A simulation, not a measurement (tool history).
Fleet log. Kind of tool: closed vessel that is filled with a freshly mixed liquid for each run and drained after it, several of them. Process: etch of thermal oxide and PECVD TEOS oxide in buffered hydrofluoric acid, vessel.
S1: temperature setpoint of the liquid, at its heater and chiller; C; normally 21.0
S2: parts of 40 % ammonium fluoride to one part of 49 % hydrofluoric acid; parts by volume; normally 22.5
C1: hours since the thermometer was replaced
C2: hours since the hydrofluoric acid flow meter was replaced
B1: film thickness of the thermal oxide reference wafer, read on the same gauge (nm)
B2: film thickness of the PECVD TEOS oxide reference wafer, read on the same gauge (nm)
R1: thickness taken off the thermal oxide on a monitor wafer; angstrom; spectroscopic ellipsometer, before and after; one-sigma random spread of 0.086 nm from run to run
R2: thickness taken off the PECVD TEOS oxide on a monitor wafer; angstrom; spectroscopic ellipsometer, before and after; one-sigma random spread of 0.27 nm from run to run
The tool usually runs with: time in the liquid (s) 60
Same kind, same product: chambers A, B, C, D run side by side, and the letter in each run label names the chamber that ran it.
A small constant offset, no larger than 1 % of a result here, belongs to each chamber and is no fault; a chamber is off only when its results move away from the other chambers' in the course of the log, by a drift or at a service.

run 1D hour=8.9 | S1=21.0 S2=22.5 time_in_the_liquid_(s)=60 | C1=102.3 C2=504.1 | B1=100.000 B2=30.006 | R1=274.01 R2=429.02
run 2C hour=17.8 | S1=21.0 S2=22.5 time_in_the_liquid_(s)=60 | C1=194.6 C2=429.6 | B1=100.000 B2=30.013 | R1=271.49 R2=426.41
-- hour=20.1 chamber B: thermometer replaced
run 3A hour=25.2 | S1=21.0 S2=22.5 time_in_the_liquid_(s)=60 | C1=1854.0 C2=963.3 | B1=99.992 B2=29.990 | R1=269.26 R2=433.25
run 4B hour=30.6 | S1=21.0 S2=22.5 time_in_the_liquid_(s)=60 | C1=10.5 C2=302.7 | B1=100.010 B2=30.003 | R1=271.67 R2=431.31
run 5D hour=40.4 | S1=21.0 S2=22.5 time_in_the_liquid_(s)=60 | C1=133.8 C2=535.6 | B1=100.010 B2=29.998 | R1=275.28 R2=429.16
run 6A hour=50.0 | S1=21.0 S2=22.5 time_in_the_liquid_(s)=60 | C1=1878.8 C2=988.1 | B1=99.978 B2=30.015 | R1=271.72 R2=431.42
run 7C hour=57.7 | S1=21.0 S2=22.5 time_in_the_liquid_(s)=60 | C1=234.5 C2=469.5 | B1=99.939 B2=29.989 | R1=272.66 R2=427.23
run 8B hour=66.4 | S1=21.0 S2=22.5 time_in_the_liquid_(s)=60 | C1=46.3 C2=338.5 | B1=99.996 B2=29.997 | R1=270.19 R2=427.13
run 9A hour=73.5 | S1=21.0 S2=22.5 time_in_the_liquid_(s)=60 | C1=1902.3 C2=1011.6 | B1=99.989 B2=29.978 | R1=270.33 R2=427.62
run 10D hour=79.4 | S1=21.0 S2=22.5 time_in_the_liquid_(s)=60 | C1=172.8 C2=574.6 | B1=99.986 B2=30.009 | R1=275.11 R2=428.58
run 11C hour=90.5 | S1=21.0 S2=22.5 time_in_the_liquid_(s)=60 | C1=267.3 C2=502.3 | B1=99.978 B2=29.991 | R1=273.13 R2=423.98
run 12B hour=101.3 | S1=21.0 S2=22.5 time_in_the_liquid_(s)=60 | C1=81.2 C2=373.4 | B1=100.040 B2=29.992 | R1=270.79 R2=428.15
run 13C hour=110.7 | S1=21.0 S2=22.5 time_in_the_liquid_(s)=60 | C1=287.5 C2=522.5 | B1=99.989 B2=29.998 | R1=273.22 R2=431.92
run 14A hour=119.1 | S1=21.0 S2=22.5 time_in_the_liquid_(s)=60 | C1=1947.9 C2=1057.2 | B1=100.010 B2=30.003 | R1=270.22 R2=431.73
run 15B hour=130.2 | S1=21.0 S2=22.5 time_in_the_liquid_(s)=60 | C1=110.1 C2=402.3 | B1=100.010 B2=29.987 | R1=271.12 R2=430.65
run 16D hour=141.5 | S1=21.0 S2=22.5 time_in_the_liquid_(s)=60 | C1=234.9 C2=636.7 | B1=100.030 B2=29.983 | R1=271.70 R2=430.59
run 17A hour=147.9 | S1=21.0 S2=22.5 time_in_the_liquid_(s)=60 | C1=1976.7 C2=1086.0 | B1=100.010 B2=30.007 | R1=269.98 R2=430.74
run 18C hour=157.9 | S1=21.0 S2=22.5 time_in_the_liquid_(s)=75 | C1=334.7 C2=569.7 | B1=100.010 B2=30.023 | R1=342.36 R2=537.53
-- hour=166.9 chamber D: hydrofluoric acid flow meter replaced
run 19B hour=169.5 | S1=21.0 S2=22.5 time_in_the_liquid_(s)=75 | C1=149.4 C2=441.6 | B1=99.992 B2=30.006 | R1=341.05 R2=537.62
run 20D hour=177.9 | S1=21.0 S2=22.5 time_in_the_liquid_(s)=75 | C1=271.3 C2=11.1 | B1=99.995 B2=29.987 | R1=342.21 R2=539.13
run 21D hour=184.8 | S1=21.0 S2=22.5 time_in_the_liquid_(s)=75 | C1=278.2 C2=18.0 | B1=99.979 B2=29.991 | R1=343.20 R2=536.86
run 22C hour=196.4 | S1=21.0 S2=22.5 time_in_the_liquid_(s)=60 | C1=373.2 C2=608.2 | B1=100.020 B2=29.977 | R1=273.08 R2=425.38
-- hour=197.7 chamber B: hydrofluoric acid flow meter replaced
run 23B hour=206.6 | S1=21.0 S2=22.5 time_in_the_liquid_(s)=60 | C1=186.5 C2=8.9 | B1=100.030 B2=30.019 | R1=271.38 R2=433.74
run 24A hour=214.6 | S1=21.0 S2=22.5 time_in_the_liquid_(s)=60 | C1=2043.4 C2=1152.7 | B1=100.010 B2=30.010 | R1=269.11 R2=432.40
run 25B hour=220.0 | S1=19.5 S2=22.5 time_in_the_liquid_(s)=60 | C1=199.9 C2=22.3 | B1=100.050 B2=29.984 | R1=249.01 R2=390.92
run 26C hour=228.4 | S1=19.5 S2=22.5 time_in_the_liquid_(s)=60 | C1=405.2 C2=640.2 | B1=99.971 B2=30.002 | R1=251.60 R2=393.33
run 27A hour=238.8 | S1=19.5 S2=22.5 time_in_the_liquid_(s)=60 | C1=2067.6 C2=1176.9 | B1=99.968 B2=30.004 | R1=248.03 R2=395.57
run 28D hour=245.3 | S1=19.5 S2=22.5 time_in_the_liquid_(s)=60 | C1=338.7 C2=78.5 | B1=100.000 B2=29.993 | R1=251.42 R2=393.86
run 29A hour=253.1 | S1=21.0 S2=22.5 time_in_the_liquid_(s)=60 | C1=2081.9 C2=1191.2 | B1=100.000 B2=30.014 | R1=270.56 R2=430.20

Next, every chamber runs the same settings. What will each give?
run 30A hour=261.6 | S1=21.0 S2=22.5 time_in_the_liquid_(s)=60 | R1=? R2=?
run 30B hour=261.6 | S1=21.0 S2=22.5 time_in_the_liquid_(s)=60 | R1=? R2=?
run 30C hour=261.6 | S1=21.0 S2=22.5 time_in_the_liquid_(s)=60 | R1=? R2=?
run 30D hour=261.6 | S1=21.0 S2=22.5 time_in_the_liquid_(s)=60 | R1=? R2=?

run=30A R1=270.01 R2=430.20
run=30B R1=271.18 R2=427.40
run=30C R1=272.76 R2=428.65
run=30D R1=273.06 R2=430.61
